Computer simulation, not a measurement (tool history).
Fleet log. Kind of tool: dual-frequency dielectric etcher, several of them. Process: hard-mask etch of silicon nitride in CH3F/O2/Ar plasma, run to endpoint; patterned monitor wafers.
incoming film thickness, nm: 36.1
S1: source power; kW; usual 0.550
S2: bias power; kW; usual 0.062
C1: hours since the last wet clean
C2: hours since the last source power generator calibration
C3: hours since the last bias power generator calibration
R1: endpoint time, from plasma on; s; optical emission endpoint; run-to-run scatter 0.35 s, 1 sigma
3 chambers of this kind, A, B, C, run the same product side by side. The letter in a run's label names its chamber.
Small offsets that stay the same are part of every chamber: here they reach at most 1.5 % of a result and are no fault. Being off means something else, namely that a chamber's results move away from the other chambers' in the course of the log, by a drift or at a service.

Run 1A, hour 6.5: usual settings; C1 181.1; C2 110.0; C3 414.4. Result: R1 48.724 s.
Run 2C, hour 10.2: usual settings; C1 377.9; C2 3358.8; C3 4025.5. Result: R1 48.279 s.
Run 3B, hour 15.4: usual settings; C1 380.0; C2 382.6; C3 2294.5. Result: R1 48.160 s.
Run 4A, hour 19.6: usual settings; C1 194.2; C2 123.1; C3 427.5. Result: R1 48.327 s.
Run 5B, hour 23.2: usual settings; C1 387.8; C2 390.4; C3 2302.3. Result: R1 48.292 s.
Run 6C, hour 29.9: usual settings; C1 397.6; C2 3378.5; C3 4045.2. Result: R1 49.308 s.
Run 7A, hour 36.5: usual settings; C1 211.1; C2 140.0; C3 444.4. Result: R1 47.957 s.
Run 8C, hour 40.4: usual settings; C1 408.1; C2 3389.0; C3 4055.7. Result: R1 48.709 s.
Run 9B, hour 46.6: usual settings; C1 411.2; C2 413.8; C3 2325.7. Result: R1 47.425 s.
Run 10C, hour 52.9: usual settings but S1 0.470 kW; C1 420.6; C2 3401.5; C3 4068.2. Result: R1 51.235 s.
Run 11A, hour 56.4: usual settings but S1 0.470 kW; C1 231.0; C2 159.9; C3 464.3. Result: R1 51.853 s.
Run 12B, hour 62.0: usual settings but S1 0.470 kW; C1 426.6; C2 429.2; C3 2341.1. Result: R1 50.995 s.
Run 13A, hour 69.7: usual settings; C1 244.3; C2 173.2; C3 477.6. Result: R1 47.781 s.
Run 14B, hour 77.7: usual settings; C1 442.3; C2 444.9; C3 2356.8. Result: R1 47.508 s.
Run 15C, hour 84.3: usual settings but S1 0.670 kW; C1 452.0; C2 3432.9; C3 4099.6. Result: R1 45.151 s.
Run 16C, hour 92.4: usual settings but S1 0.670 kW; C1 460.1; C2 3441.0; C3 4107.7. Result: R1 44.574 s.
Run 17A, hour 98.7: usual settings but S1 0.670 kW; C1 273.3; C2 202.2; C3 506.6. Result: R1 43.845 s.
Run 18B, hour 105.2: usual settings; C1 469.8; C2 472.4; C3 2384.3. Result: R1 48.269 s.
Run 19C, hour 109.2: usual settings; C1 476.9; C2 3457.8; C3 4124.5. Result: R1 48.399 s.
At hour 109.3: chamber B: wet clean of the chamber.
Run 20A, hour 114.2: usual settings but S1 0.420 kW, S2 0.070 kW; C1 288.8; C2 217.7; C3 522.1. Result: R1 49.879 s.
Run 21B, hour 118.8: usual settings but S1 0.420 kW, S2 0.070 kW; C1 9.6; C2 486.0; C3 2397.9. Result: R1 51.094 s.
Run 22C, hour 123.4: usual settings but S1 0.420 kW, S2 0.070 kW; C1 491.1; C2 3472.0; C3 4138.7. Result: R1 51.617 s.
Run 23A, hour 129.0: usual settings; C1 303.6; C2 232.5; C3 536.9. Result: R1 46.298 s.
Run 24B, hour 136.8: usual settings but S1 0.650 kW, S2 0.069 kW; C1 27.6; C2 504.0; C3 2415.9. Result: R1 43.719 s.
Run 25C, hour 144.2: usual settings but S1 0.650 kW, S2 0.069 kW; C1 511.9; C2 3492.8; C3 4159.5. Result: R1 44.166 s.
Run 26A, hour 151.8: usual settings but S1 0.650 kW, S2 0.069 kW; C1 326.4; C2 255.3; C3 559.7. Result: R1 42.063 s.
Run 27B, hour 157.5: usual settings; C1 48.3; C2 524.7; C3 2436.6. Result: R1 48.289 s.
Run 28C, hour 162.2: usual settings; C1 529.9; C2 3510.8; C3 4177.5. Result: R1 48.645 s.
Run 29B, hour 168.8: usual settings; C1 59.6; C2 536.0; C3 2447.9. Result: R1 47.627 s.
Run 30A, hour 173.1: usual settings but S1 0.660 kW; C1 347.7; C2 276.6; C3 581.0. Result: R1 42.526 s.

The same settings go to every chamber for the next run, one line per chamber below. Forecast the results for each:
Run 31A, hour 178.9: usual settings. Result: R1 ?.
Run 31B, hour 178.9: usual settings. Result: R1 ?.
Run 31C, hour 178.9: usual settings. Result: R1 ?.

run      R1
31A  46.337
31B  47.868
31C  49.244
